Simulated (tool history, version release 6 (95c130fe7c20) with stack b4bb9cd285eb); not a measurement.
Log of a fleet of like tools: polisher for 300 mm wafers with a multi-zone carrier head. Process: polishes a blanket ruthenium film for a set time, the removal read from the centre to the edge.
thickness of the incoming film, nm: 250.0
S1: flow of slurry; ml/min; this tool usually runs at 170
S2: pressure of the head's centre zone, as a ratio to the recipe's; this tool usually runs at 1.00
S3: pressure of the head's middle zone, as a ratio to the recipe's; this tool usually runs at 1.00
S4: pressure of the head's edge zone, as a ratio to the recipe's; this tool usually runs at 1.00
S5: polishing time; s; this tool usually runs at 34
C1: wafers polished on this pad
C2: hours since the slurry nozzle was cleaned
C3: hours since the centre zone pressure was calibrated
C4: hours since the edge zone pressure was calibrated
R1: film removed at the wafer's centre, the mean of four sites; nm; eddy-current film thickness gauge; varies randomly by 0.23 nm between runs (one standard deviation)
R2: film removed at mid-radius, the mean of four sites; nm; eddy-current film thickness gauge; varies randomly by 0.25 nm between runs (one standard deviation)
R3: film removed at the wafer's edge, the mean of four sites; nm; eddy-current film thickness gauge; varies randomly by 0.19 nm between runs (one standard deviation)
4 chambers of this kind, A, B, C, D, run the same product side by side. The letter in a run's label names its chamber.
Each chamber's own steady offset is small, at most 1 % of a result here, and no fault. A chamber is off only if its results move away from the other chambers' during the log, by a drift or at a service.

run   hour   S1    S2    S3    S4  S5    C1     C2     C3     C4      R1      R2      R3
       4.1  -- chamber B: centre zone pressure recalibrated
       9.9  -- chamber A: worn pad replaced by a new one
 1D   10.8  170  1.00  1.00  1.00  34   220  381.7  460.4   52.1  31.004  31.178  31.070
 2C   16.5  170  1.00  1.00  1.00  34   313  123.2  492.7   33.5  31.046  31.518  31.341
      22.4  -- chamber B: worn pad replaced by a new one
 3A   27.4  170  1.00  1.00  1.00  34   238  232.7  266.3  434.2  31.630  31.315  31.273
 4B   37.2  170  1.00  1.00  1.00  34   202  285.8   33.2  275.7  31.515  31.355  31.125
 5D   43.0  170  1.00  1.00  1.00  34   658  413.9  492.6   84.3  31.766  31.016  31.190
 6C   52.1  170  1.00  1.00  1.00  34   798  158.8  528.3   69.1  31.022  31.688  31.385
      58.3  -- chamber C: worn pad replaced by a new one
 7B   63.5  170  1.00  1.00  1.00  34   559  312.1   59.5  302.0  31.819  31.608  31.832
      68.1  -- chamber D: worn pad replaced by a new one
 8A   74.7  170  1.00  1.00  1.00  34   881  280.0  313.6  481.5  31.424  31.172  30.839
 9A   85.2  170  1.00  1.00  1.00  34  1024  290.5  324.1  492.0  31.654  32.088  31.393
      92.8  -- chamber C: centre zone pressure recalibrated
      95.2  -- chamber B: worn pad replaced by a new one
      95.3  -- chamber A: worn pad replaced by a new one
10C   96.5  170  1.00  1.00  1.00  34   520  203.2    3.8  113.5  31.287  31.475  31.570
11D  102.9  170  1.00  1.00  1.00  34   473  473.8  552.5  144.2  31.309  30.923  31.466
12B  111.8  170  1.00  1.00  1.00  34   226  360.4  107.8  350.3  31.776  31.430  31.257
13A  118.2  170  1.00  0.93  1.00  34   312  323.5  357.1  525.0  31.355  29.169  31.568
     119.8  -- chamber C: worn pad replaced by a new one
14B  125.7  170  1.00  0.93  1.00  34   416  374.3  121.7  364.2  31.836  29.971  31.806
15D  134.0  170  1.00  0.93  1.00  34   896  504.9  583.6  175.3  31.321  29.163  31.164
16C  140.6  170  1.00  0.93  1.00  34   283  247.3   47.9  157.6  31.246  29.633  31.693
17B  147.3  170  1.00  1.00  1.00  34   709  395.9  143.3  385.8  31.129  31.255  31.270
18A  156.5  170  1.00  1.00  1.00  34   833  361.8  395.4  563.3  31.588  31.208  31.399
     162.3  -- chamber D: worn pad replaced by a new one
19C  166.8  170  1.00  1.00  1.00  34   640  273.5   74.1  183.8  31.400  31.351  31.575
20D  173.4  170  1.05  1.00  1.00  34   151  544.3  623.0  214.7  33.330  31.165  31.349
     175.9  -- chamber B: worn pad replaced by a new one
     179.8  -- chamber C: worn pad replaced by a new one
21D  183.9  170  1.05  1.00  1.00  34   294  554.8  633.5  225.2  33.212  31.278  31.326
     185.9  -- chamber A: worn pad replaced by a new one
22A  192.4  170  1.05  1.00  1.00  34    88  397.7  431.3  599.2  33.075  31.509  31.580
23B  197.9  170  1.05  1.00  1.00  34   300  446.5  193.9  436.4  33.068  31.249  31.414
24C  206.5  170  1.00  1.00  1.00  34   363  313.2  113.8  223.5  31.110  31.616  31.786
25C  218.3  170  1.00  1.00  1.00  34   524  325.0  125.6  235.3  31.705  31.417  31.414
26D  226.5  170  1.00  1.00  1.00  34   874  597.4  676.1  267.8  31.727  31.172  31.210
27A  235.6  170  1.00  1.05  1.04  34   676  440.9  474.5  642.4  31.302  33.651  31.776
     241.2  -- chamber C: worn pad replaced by a new one
28B  243.5  170  1.00  1.05  1.04  34   920  492.1  239.5  482.0  31.722  32.989  32.008
     246.9  -- chamber B: worn pad replaced by a new one
29D  255.1  170  1.00  1.05  1.04  34  1263  626.0  704.7  296.4  31.436  32.647  31.814
     258.6  -- chamber D: worn pad replaced by a new one
30C  261.6  170  1.00  1.05  1.04  34   278  368.3  168.9  278.6  31.350  33.087  32.245
31B  269.2  170  1.00  1.00  1.00  34   304  517.8  265.2  507.7  31.448  31.416  31.284
32A  279.5  170  1.00  1.00  1.00  34  1273  484.8  518.4  686.3  31.348  31.386  31.244
33B  285.9  170  1.00  1.08  1.00  34   531  534.5  281.9  524.4  31.393  33.802  31.271
     290.5  -- chamber A: worn pad replaced by a new one
34D  292.9  170  1.00  1.08  1.00  34   466  663.8  742.5  334.2  31.577  33.240  30.957
     303.0  -- chamber D: slurry nozzle cleaned
35C  304.1  170  1.00  1.08  1.00  34   856  410.8  211.4  321.1  31.416  33.900  31.515
     307.3  -- chamber C: worn pad replaced by a new one
36A  310.8  170  1.00  1.08  1.00  34   277  516.1  549.7  717.6  31.432  33.878  31.302
     315.2  -- chamber A: slurry nozzle cleaned
     321.0  -- chamber B: worn pad replaced by a new one
37D  322.9  170  1.00  1.00  1.00  34   874   19.9  772.5  364.2  31.344  31.162  30.935
38B  332.6  170  1.00  1.00  1.00  34   157  581.2  328.6  571.1  31.388  31.044  31.501
39A  339.2  170  1.00  1.00  1.00  34   663   24.0  578.1  746.0  31.625  31.171  31.018
40C  348.1  145  1.00  1.07  1.00  34   555  454.8  255.4  365.1  30.648  32.814  30.726

Predict what each chamber gives when all 4 of them run the settings below next.
41A  356.8  170  1.05  1.00  1.00  34                   ?   ?   ?
41B  356.8  170  1.05  1.00  1.00  34                   ?   ?   ?
41C  356.8  170  1.05  1.00  1.00  34                   ?   ?   ?
41D  356.8  170  1.05  1.00  1.00  34                   ?   ?   ?

run      R1      R2      R3
41A  33.025  31.546  31.250
41B  32.580  31.759  31.863
41C  32.876  31.613  31.492
41D  33.544  31.330  30.953

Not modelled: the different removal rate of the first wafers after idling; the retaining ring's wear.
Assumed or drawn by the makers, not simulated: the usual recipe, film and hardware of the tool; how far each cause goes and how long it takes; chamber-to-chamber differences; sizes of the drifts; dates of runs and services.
